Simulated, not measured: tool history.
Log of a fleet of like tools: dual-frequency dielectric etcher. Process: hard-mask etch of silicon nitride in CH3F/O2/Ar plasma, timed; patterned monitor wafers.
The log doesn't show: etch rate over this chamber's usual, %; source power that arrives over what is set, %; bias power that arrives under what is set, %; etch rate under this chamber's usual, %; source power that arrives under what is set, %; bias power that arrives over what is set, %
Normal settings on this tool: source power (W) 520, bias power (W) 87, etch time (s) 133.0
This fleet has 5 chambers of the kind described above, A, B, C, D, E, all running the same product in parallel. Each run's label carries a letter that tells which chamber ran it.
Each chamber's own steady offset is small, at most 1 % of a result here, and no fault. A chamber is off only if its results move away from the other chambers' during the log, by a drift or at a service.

run   hour  source power (W)  bias power (W)  etch time (s)  hours since the last wet clean  hours since the last source power generator calibration  hours since the last bias power generator calibration  read-back reference wafer on the same gauge, depth_nm  mean etch depth across the wafer (angstrom)
 1A    7.3               520              87          133.0                           111.0                                                   4729.1                                                 1594.5                                                 101.92                                      1106.50
 2E   15.7               520              87          133.0                            19.6                                                    575.3                                                 1300.9                                                 102.07                                      1101.40
      19.5  -- chamber C: wet clean of the chamber
 3D   24.5               520              87          133.0                           184.6                                                    339.9                                                 1001.5                                                 102.03                                      1096.50
 4B   34.3               520              87          133.0                           251.3                                                    972.2                                                 1244.0                                                 101.99                                      1099.00
 5C   39.2               570              87          169.5                            19.7                                                   1834.4                                                 1757.9                                                 102.05                                      1444.70
 6D   48.2               570              87          169.5                           208.3                                                    363.6                                                 1025.2                                                 102.01                                      1456.90
 7B   53.1               570              87          169.5                           270.1                                                    991.0                                                 1262.8                                                 102.09                                      1447.10
 8E   59.7               570              87          169.5                            63.6                                                    619.3                                                 1344.9                                                 102.07                                      1453.50
 9C   70.3               570              87          169.5                            50.8                                                   1865.5                                                 1789.0                                                 102.04                                      1436.10
10A   81.1               520              87          133.0                           184.8                                                   4802.9                                                 1668.3                                                 102.06                                      1101.80
11D   89.4               520              87          133.0                           249.5                                                    404.8                                                 1066.4                                                 102.01                                      1101.50
12A   94.2               520              87          133.0                           197.9                                                   4816.0                                                 1681.4                                                 102.03                                      1106.90
13E   99.8               520              87          133.0                           103.7                                                    659.4                                                 1385.0                                                 102.02                                      1107.60
14C  110.2               520              87          133.0                            90.7                                                   1905.4                                                 1828.9                                                 102.02                                      1089.30
     118.6  -- chamber C: bias power generator calibrated
15B  120.1               520              87          133.0                           337.1                                                   1058.0                                                 1329.8                                                 102.01                                      1095.60
16C  125.1               520              87          133.0                           105.6                                                   1920.3                                                    6.5                                                 102.01                                      1089.60
17A  135.6               520              87          133.0                           239.3                                                   4857.4                                                 1722.8                                                 101.99                                      1100.70
18D  142.1               520              87          133.0                           302.2                                                    457.5                                                 1119.1                                                 101.96                                      1107.00
     145.1  -- chamber B: wet clean of the chamber
19B  148.4               520              87          133.0                             3.3                                                   1086.3                                                 1358.1                                                 102.00                                      1066.80
20E  159.1               520              87          133.0                           163.0                                                    718.7                                                 1444.3                                                 102.06                                      1105.60
21E  167.9               520              87          133.0                           171.8                                                    727.5                                                 1453.1                                                 102.00                                      1110.20
22A  174.1               520              87          133.0                           277.8                                                   4895.9                                                 1761.3                                                 101.92                                      1100.40
23C  180.0               520              87          133.0                           160.5                                                   1975.2                                                   61.4                                                 102.01                                      1091.90
24D  184.9               520              87          133.0                           345.0                                                    500.3                                                 1161.9                                                 101.95                                      1099.80
25B  191.0               520              87          133.0                            45.9                                                   1128.9                                                 1400.7                                                 102.07                                      1062.90
26B  197.1               520              87          133.0                            52.0                                                   1135.0                                                 1406.8                                                 101.93                                      1055.20
     204.7  -- chamber A: source power generator calibrated
27A  205.4               520              87          133.0                           309.1                                                      0.7                                                 1792.6                                                 101.99                                      1106.60
28C  210.4               520              87          133.0                           190.9                                                   2005.6                                                   91.8                                                 101.96                                      1091.70
29D  215.5               520              87          133.0                           375.6                                                    530.9                                                 1192.5                                                 101.96                                      1098.50
30E  223.3               520              87          133.0                           227.2                                                    782.9                                                 1508.5                                                 101.98                                      1103.60
31C  230.2               520              87          151.5                           210.7                                                   2025.4                                                  111.6                                                 101.98                                      1241.50
32A  237.1               520              87          151.5                           340.8                                                     32.4                                                 1824.3                                                 101.98                                      1256.30
33B  242.6               520              87          151.5                            97.5                                                   1180.5                                                 1452.3                                                 101.99                                      1202.80
34D  252.1               520              87          151.5                           412.2                                                    567.5                                                 1229.1                                                 101.99                                      1255.50
35E  261.3               520              87          151.5                           265.2                                                    820.9                                                 1546.5                                                 101.94                                      1260.70

All 5 chambers run these settings next. Forecast each chamber's results:
36A  269.3               430              87          133.0                                                                                                                                                                                                                                                   ?
36B  269.3               430              87          133.0                                                                                                                                                                                                                                                   ?
36C  269.3               430              87          133.0                                                                                                                                                                                                                                                   ?
36D  269.3               430              87          133.0                                                                                                                                                                                                                                                   ?
36E  269.3               430              87          133.0                                                                                                                                                                                                                                                   ?

run  mean etch depth across the wafer (angstrom)
36A                                      1025.80
36B                                       985.79
36C                                      1011.90
36D                                      1022.00
36E                                      1028.60
